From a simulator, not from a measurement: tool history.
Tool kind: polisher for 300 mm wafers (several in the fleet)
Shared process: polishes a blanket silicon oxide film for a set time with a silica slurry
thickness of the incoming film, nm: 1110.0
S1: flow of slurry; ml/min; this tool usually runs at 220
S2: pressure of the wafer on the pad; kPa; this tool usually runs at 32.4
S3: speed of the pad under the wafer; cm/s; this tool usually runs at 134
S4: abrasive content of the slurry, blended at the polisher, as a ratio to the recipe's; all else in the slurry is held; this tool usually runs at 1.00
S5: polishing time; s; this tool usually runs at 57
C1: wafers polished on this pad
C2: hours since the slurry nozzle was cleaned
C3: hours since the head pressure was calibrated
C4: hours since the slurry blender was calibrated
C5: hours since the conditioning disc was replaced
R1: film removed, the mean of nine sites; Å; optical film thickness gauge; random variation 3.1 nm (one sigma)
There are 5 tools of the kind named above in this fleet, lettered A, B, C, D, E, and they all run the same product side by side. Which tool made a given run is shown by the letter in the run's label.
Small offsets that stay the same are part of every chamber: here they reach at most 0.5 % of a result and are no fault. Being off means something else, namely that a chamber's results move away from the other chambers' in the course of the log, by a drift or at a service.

| run | hour | S1 | S2 | S3 | S4 | S5 | C1 | C2 | C3 | C4 | C5 | R1 |
|---|---|---|---|---|---|---|---|---|---|---|---|---|
| 1C | 6.5 | 220 | 32.4 | 134 | 1.00 | 57 | 433 | 110.9 | 230.2 | 206.0 | 148.0 | 2937.0 |
|  | 8.8 | chamber A: slurry blender recalibrated |
| 2A | 12.4 | 220 | 32.4 | 134 | 1.00 | 57 | 821 | 234.6 | 325.3 | 3.7 | 52.2 | 2872.8 |
| 3D | 17.2 | 220 | 32.4 | 134 | 1.00 | 57 | 999 | 234.3 | 139.1 | 177.6 | 60.0 | 2828.2 |
|  | 18.1 | chamber E: slurry blender recalibrated |
| 4E | 23.1 | 220 | 32.4 | 134 | 1.00 | 57 | 487 | 234.6 | 674.5 | 5.1 | 103.5 | 2874.0 |
| 5B | 26.1 | 220 | 32.4 | 134 | 1.00 | 57 | 917 | 87.2 | 55.2 | 79.0 | 56.5 | 2883.2 |
|  | 27.2 | chamber B: worn pad replaced by a new one |
|  | 30.2 | chamber C: worn pad replaced by a new one |
| 6D | 31.5 | 220 | 32.4 | 134 | 1.00 | 57 | 1142 | 248.6 | 153.4 | 191.9 | 74.3 | 2885.2 |
|  | 35.5 | chamber A: worn pad replaced by a new one |
| 7C | 35.9 | 220 | 32.4 | 134 | 1.00 | 57 | 57 | 140.3 | 259.6 | 235.4 | 177.4 | 2896.3 |
| 8B | 40.5 | 220 | 32.4 | 134 | 1.00 | 57 | 134 | 101.6 | 69.6 | 93.4 | 70.9 | 2908.7 |
|  | 44.4 | chamber D: worn pad replaced by a new one |
| 9E | 47.0 | 220 | 32.4 | 166 | 1.20 | 57 | 727 | 258.5 | 698.4 | 29.0 | 127.4 | 3679.3 |
| 10A | 51.2 | 220 | 32.4 | 166 | 1.20 | 57 | 157 | 273.4 | 364.1 | 42.5 | 91.0 | 3705.3 |
| 11E | 56.1 | 220 | 32.4 | 166 | 1.20 | 57 | 818 | 267.6 | 707.5 | 38.1 | 136.5 | 3697.9 |
| 12B | 62.0 | 220 | 32.4 | 166 | 1.20 | 57 | 349 | 123.1 | 91.1 | 114.9 | 92.4 | 3735.3 |
| 13A | 65.8 | 220 | 32.4 | 166 | 1.20 | 57 | 303 | 288.0 | 378.7 | 57.1 | 105.6 | 3694.1 |
| 14C | 69.5 | 220 | 32.4 | 134 | 0.75 | 57 | 394 | 173.9 | 293.2 | 269.0 | 211.0 | 2576.1 |
| 15D | 72.8 | 220 | 32.4 | 134 | 0.75 | 57 | 284 | 289.9 | 194.7 | 233.2 | 115.6 | 2420.3 |
| 16E | 78.4 | 220 | 32.4 | 134 | 0.75 | 57 | 1041 | 289.9 | 729.8 | 60.4 | 158.8 | 2509.7 |
|  | 81.7 | chamber E: conditioning disc replaced and pad reconditioned |
| 17C | 82.6 | 220 | 32.4 | 134 | 0.75 | 57 | 525 | 187.0 | 306.3 | 282.1 | 224.1 | 2519.1 |
|  | 84.1 | chamber B: conditioning disc replaced and pad reconditioned |
| 18A | 89.2 | 220 | 32.4 | 134 | 0.75 | 57 | 538 | 311.4 | 402.1 | 80.5 | 129.0 | 2482.5 |
|  | 89.9 | chamber C: slurry blender recalibrated |
| 19B | 94.8 | 220 | 32.4 | 134 | 1.00 | 57 | 678 | 155.9 | 123.9 | 147.7 | 10.8 | 2905.7 |
|  | 95.3 | chamber C: worn pad replaced by a new one |
|  | 95.9 | chamber C: conditioning disc replaced and pad reconditioned |
| 20D | 99.1 | 220 | 25.5 | 94 | 1.00 | 57 | 548 | 316.2 | 221.0 | 259.5 | 141.9 | 1645.5 |
| 21B | 103.0 | 220 | 25.5 | 94 | 1.00 | 57 | 760 | 164.1 | 132.1 | 155.9 | 19.0 | 1695.7 |
|  | 108.4 | chamber D: conditioning disc replaced and pad reconditioned |
| 22D | 109.2 | 220 | 25.5 | 94 | 1.00 | 57 | 649 | 326.3 | 231.1 | 269.6 | 0.9 | 1624.3 |
|  | 111.9 | chamber E: worn pad replaced by a new one |
| 23E | 114.9 | 220 | 25.5 | 94 | 1.00 | 57 | 30 | 326.4 | 766.3 | 96.9 | 33.2 | 1693.4 |
|  | 120.4 | chamber B: worn pad replaced by a new one |
| 24C | 121.6 | 220 | 25.5 | 94 | 1.00 | 57 | 264 | 226.0 | 345.3 | 31.8 | 25.8 | 1663.4 |
|  | 123.7 | chamber A: worn pad replaced by a new one |
| 25A | 127.1 | 220 | 32.4 | 134 | 1.00 | 57 | 34 | 349.3 | 440.0 | 118.4 | 166.9 | 2860.4 |
| 26B | 132.6 | 220 | 32.4 | 134 | 1.00 | 57 | 122 | 193.7 | 161.7 | 185.5 | 48.6 | 2869.9 |
| 27A | 138.9 | 220 | 32.4 | 134 | 1.00 | 57 | 152 | 361.1 | 451.8 | 130.2 | 178.7 | 2882.1 |
| 28E | 143.4 | 220 | 37.2 | 134 | 0.80 | 57 | 316 | 354.9 | 794.8 | 125.4 | 61.7 | 2924.0 |
| 29C | 149.4 | 220 | 37.2 | 134 | 0.80 | 57 | 542 | 253.8 | 373.1 | 59.6 | 53.6 | 2929.4 |
|  | 152.5 | chamber B: slurry blender recalibrated |
| 30D | 153.8 | 220 | 37.2 | 134 | 0.80 | 57 | 1096 | 370.9 | 275.7 | 314.2 | 45.5 | 2667.2 |
|  | 154.5 | chamber C: slurry nozzle cleaned |
|  | 157.1 | chamber A: slurry blender recalibrated |
| 31D | 159.8 | 220 | 37.2 | 134 | 0.80 | 57 | 1156 | 376.9 | 281.7 | 320.2 | 51.5 | 2696.9 |
| 32E | 164.9 | 220 | 37.2 | 134 | 0.80 | 57 | 531 | 376.4 | 816.3 | 146.9 | 83.2 | 2998.4 |
| 33C | 170.3 | 220 | 32.4 | 134 | 1.00 | 57 | 752 | 15.9 | 394.0 | 80.5 | 74.5 | 2950.2 |
| 34B | 174.4 | 220 | 32.4 | 134 | 1.00 | 57 | 541 | 235.5 | 203.5 | 21.9 | 90.4 | 2883.3 |
|  | 177.7 | chamber C: worn pad replaced by a new one |
|  | 178.4 | chamber D: worn pad replaced by a new one |
| 35A | 179.3 | 220 | 32.4 | 134 | 0.80 | 51 | 557 | 401.5 | 492.2 | 22.2 | 219.1 | 2303.4 |
| 36E | 183.4 | 220 | 32.4 | 134 | 0.80 | 51 | 716 | 394.9 | 834.8 | 165.4 | 101.7 | 2322.5 |
| 37D | 187.8 | 220 | 32.4 | 134 | 0.80 | 51 | 94 | 404.9 | 309.7 | 348.2 | 79.5 | 1997.1 |
| 38B | 193.9 | 220 | 32.4 | 134 | 0.80 | 51 | 737 | 255.0 | 223.0 | 41.4 | 109.9 | 2282.8 |
| 39A | 197.1 | 220 | 32.4 | 134 | 0.80 | 51 | 735 | 419.3 | 510.0 | 40.0 | 236.9 | 2333.8 |
| 40C | 202.9 | 220 | 32.4 | 134 | 1.00 | 57 | 253 | 48.5 | 426.6 | 113.1 | 107.1 | 2894.5 |

Is one chamber out of step, is the gauge drifting, or do the chambers differ by no more than their own small offsets? For an off chamber, give its letter and the likeliest cause.

Chamber D drifts away from the others.
Likeliest cause: abrasive missing from the slurry, % = 25.6.
The log might look much the same if the cause were instead: head's pressure below its setpoint, %.

Which of the 4 candidates below, each the usual settings with something changed and its results left as question marks, puts chamber D back in line with what the other chambers give on the usual settings?
In-line tolerance around the mean of the other chambers on the usual settings: R1 110.0 Å
| 41D-1 | 207.8 | 305 | 32.4 | 134 | 1.00 | 57 |  |  |  |  |  | ? |
| 41D-2 | 207.8 | 220 | 31.7 | 132 | 1.00 | 56 |  |  |  |  |  | ? |
| 41D-3 | 207.8 | 220 | 30.3 | 128 | 0.95 | 57 |  |  |  |  |  | ? |
| 41D-4 | 207.8 | 220 | 33.8 | 140 | 1.00 | 60 |  |  |  |  |  | ? |

The mean the other chambers reach with the usual settings: R1 2874.8 Å
| run | R1 |
|---|---|
| 41D-1 | 2552.8 |
| 41D-2 | 2344.4 |
| 41D-3 | 2167.3 |
| 41D-4 | 2804.2 |
With 41D-4, the chamber falls back in line with the rest.
